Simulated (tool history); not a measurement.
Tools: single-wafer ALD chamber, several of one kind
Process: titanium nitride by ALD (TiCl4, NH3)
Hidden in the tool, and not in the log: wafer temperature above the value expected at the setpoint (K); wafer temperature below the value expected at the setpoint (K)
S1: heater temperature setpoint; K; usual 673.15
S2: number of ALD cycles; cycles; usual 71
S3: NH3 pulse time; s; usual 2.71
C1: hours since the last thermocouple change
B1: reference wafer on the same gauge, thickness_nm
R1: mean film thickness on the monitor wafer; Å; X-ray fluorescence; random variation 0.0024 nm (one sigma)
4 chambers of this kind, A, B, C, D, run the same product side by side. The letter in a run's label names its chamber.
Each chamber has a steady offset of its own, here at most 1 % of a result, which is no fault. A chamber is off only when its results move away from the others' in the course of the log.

Run 1B, day 0.15: usual settings; C1 1316.6; B1 1.4701. Result: R1 15.847 Å.
Run 2D, day 0.321: usual settings; C1 993.1; B1 1.4699. Result: R1 15.9 Å.
Run 3C, day 0.571: usual settings; C1 1447; B1 1.469. Result: R1 15.876 Å.
Run 4A, day 0.717: usual settings; C1 784.8; B1 1.4696. Result: R1 15.94 Å.
Run 5A, day 0.925: usual settings; C1 789.8; B1 1.4684. Result: R1 15.945 Å.
Run 6C, day 1.15: usual settings; C1 1460.9; B1 1.4676. Result: R1 15.878 Å.
Run 7B, day 1.4: usual settings; C1 1346.6; B1 1.468. Result: R1 15.786 Å.
Run 8D, day 1.625: usual settings; C1 1024.4; B1 1.468. Result: R1 15.896 Å.
Run 9C, day 1.85: usual settings; C1 1477.7; B1 1.4678. Result: R1 15.845 Å.
Run 10B, day 2.046: usual settings; C1 1362.1; B1 1.4666. Result: R1 15.79 Å.
Run 11A, day 2.242: usual settings; C1 821.4; B1 1.4661. Result: R1 15.911 Å.
Run 12D, day 2.429: usual settings; C1 1043.7; B1 1.4662. Result: R1 15.822 Å.
Run 13B, day 2.588: usual settings; C1 1375.1; B1 1.4663. Result: R1 15.715 Å.
Run 14D, day 2.771: usual settings; C1 1051.9; B1 1.4653. Result: R1 15.829 Å.
Run 15C, day 2.933: usual settings; C1 1503.7; B1 1.4654. Result: R1 15.865 Å.
Run 16A, day 3.129: usual settings; C1 842.7; B1 1.4649. Result: R1 15.894 Å.
Run 17A, day 3.246: usual settings; C1 845.5; B1 1.4652. Result: R1 15.899 Å.
Run 18B, day 3.454: usual settings but S3 3.74 s; C1 1395.9; B1 1.4644. Result: R1 15.909 Å.
Run 19C, day 3.704: usual settings but S3 3.74 s; C1 1522.2; B1 1.4647. Result: R1 15.949 Å.
Run 20D, day 3.921: usual settings but S3 3.74 s; C1 1079.5; B1 1.4637. Result: R1 16.028 Å.
Run 21C, day 4.129: usual settings but S3 3.74 s; C1 1532.4; B1 1.4631. Result: R1 15.965 Å.
Run 22A, day 4.262: usual settings but S1 665.15 K, S2 64 cycles; C1 869.9; B1 1.4631. Result: R1 14.29 Å.
Run 23B, day 4.412: usual settings but S1 665.15 K, S2 64 cycles; C1 1418.9; B1 1.4628. Result: R1 14.114 Å.
Run 24D, day 4.662: usual settings but S1 665.15 K, S2 64 cycles; C1 1097.3; B1 1.4627. Result: R1 14.191 Å.
Run 25A, day 4.933: usual settings but S1 665.15 K, S2 64 cycles; C1 886; B1 1.4624. Result: R1 14.261 Å.
Run 26B, day 5.138: usual settings; C1 1436.3; B1 1.4618. Result: R1 15.698 Å.
Run 27C, day 5.308: usual settings; C1 1560.7; B1 1.4613. Result: R1 15.8 Å.
Run 28D, day 5.45: usual settings; C1 1116.2; B1 1.4613. Result: R1 15.76 Å.
Run 29C, day 5.717: usual settings; C1 1570.5; B1 1.461. Result: R1 15.832 Å.

What goes on in this fleet: one chamber off, a drifting gauge, or nothing beyond the chambers' own small offsets? Name the chamber and the cause, if any.

The gauge drifts, so all chambers seem to drift together. No chamber is off.
Cause: gauge reads low (%) = 0.636.

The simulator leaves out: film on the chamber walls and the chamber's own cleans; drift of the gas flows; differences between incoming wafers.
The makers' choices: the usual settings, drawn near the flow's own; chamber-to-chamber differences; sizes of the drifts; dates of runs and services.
